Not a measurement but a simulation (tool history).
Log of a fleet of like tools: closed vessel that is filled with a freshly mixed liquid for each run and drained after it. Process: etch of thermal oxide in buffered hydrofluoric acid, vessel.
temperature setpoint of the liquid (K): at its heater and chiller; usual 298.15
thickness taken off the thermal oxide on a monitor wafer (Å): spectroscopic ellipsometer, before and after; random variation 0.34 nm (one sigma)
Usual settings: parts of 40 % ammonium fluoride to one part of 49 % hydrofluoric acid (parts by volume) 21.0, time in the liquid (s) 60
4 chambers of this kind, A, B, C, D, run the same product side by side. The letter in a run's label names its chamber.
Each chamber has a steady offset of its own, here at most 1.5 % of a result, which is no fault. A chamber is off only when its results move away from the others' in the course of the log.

| run | hour | temperature setpoint of the liquid (K) | parts of 40 % ammonium fluoride to one part of 49 % hydrofluoric acid (parts by volume) | time in the liquid (s) | read-back film thickness of the thermal oxide reference wafer, read on the same gauge (nm) | thickness taken off the thermal oxide on a monitor wafer (Å) |
|---|---|---|---|---|---|---|
| 1D | 4.1 | 298.15 | 21.0 | 60 | 99.996 | 348.62 |
| 2C | 8.6 | 298.15 | 21.0 | 60 | 99.994 | 340.06 |
| 3A | 13.5 | 298.15 | 21.0 | 60 | 100.020 | 362.32 |
| 4B | 17.4 | 298.15 | 21.0 | 60 | 100.010 | 347.43 |
| 5C | 21.0 | 298.15 | 21.0 | 60 | 99.991 | 342.94 |
| 6A | 26.3 | 298.15 | 21.0 | 60 | 100.000 | 351.78 |
| 7D | 30.1 | 298.15 | 21.0 | 60 | 100.010 | 345.18 |
| 8B | 34.7 | 298.15 | 21.0 | 60 | 100.010 | 340.36 |
| 9C | 40.0 | 298.15 | 21.0 | 60 | 100.000 | 343.95 |
| 10A | 43.8 | 298.15 | 21.0 | 60 | 100.000 | 353.28 |
|  | 46.7 | chamber C: hydrofluoric acid flow meter replaced |
| 11B | 46.7 | 298.15 | 13.5 | 60 | 99.992 | 514.64 |
| 12D | 50.1 | 298.15 | 13.5 | 60 | 99.986 | 532.28 |
| 13B | 52.5 | 298.15 | 13.5 | 60 | 100.010 | 510.95 |
| 14A | 57.4 | 298.15 | 13.5 | 60 | 99.990 | 545.84 |
| 15D | 62.0 | 298.15 | 21.0 | 60 | 99.986 | 348.55 |
| 16C | 65.3 | 298.15 | 21.0 | 60 | 100.010 | 345.99 |
| 17C | 69.8 | 298.15 | 21.0 | 60 | 100.000 | 339.15 |
| 18D | 72.6 | 296.15 | 21.0 | 30 | 100.000 | 156.28 |
| 19B | 76.6 | 296.15 | 21.0 | 30 | 99.992 | 147.50 |
| 20A | 81.3 | 296.15 | 21.0 | 30 | 99.996 | 160.85 |
|  | 82.2 | chamber A: hydrofluoric acid flow meter replaced |
| 21A | 85.6 | 296.15 | 21.0 | 30 | 99.998 | 157.33 |
| 22D | 90.9 | 298.15 | 21.0 | 60 | 99.995 | 349.52 |
| 23C | 94.1 | 298.15 | 21.0 | 60 | 100.000 | 341.58 |
| 24B | 97.5 | 296.65 | 21.0 | 60 | 100.010 | 298.41 |
| 25B | 102.2 | 296.65 | 21.0 | 60 | 99.999 | 298.49 |

All 4 chambers run these settings next. Forecast each chamber's results:
| 26A | 106.1 | 298.15 | 21.0 | 60 |  | ? |
| 26B | 106.1 | 298.15 | 21.0 | 60 |  | ? |
| 26C | 106.1 | 298.15 | 21.0 | 60 |  | ? |
| 26D | 106.1 | 298.15 | 21.0 | 60 |  | ? |

| run | thickness taken off the thermal oxide on a monitor wafer (Å) |
|---|---|
| 26A | 353.09 |
| 26B | 314.90 |
| 26C | 350.92 |
| 26D | 350.93 |

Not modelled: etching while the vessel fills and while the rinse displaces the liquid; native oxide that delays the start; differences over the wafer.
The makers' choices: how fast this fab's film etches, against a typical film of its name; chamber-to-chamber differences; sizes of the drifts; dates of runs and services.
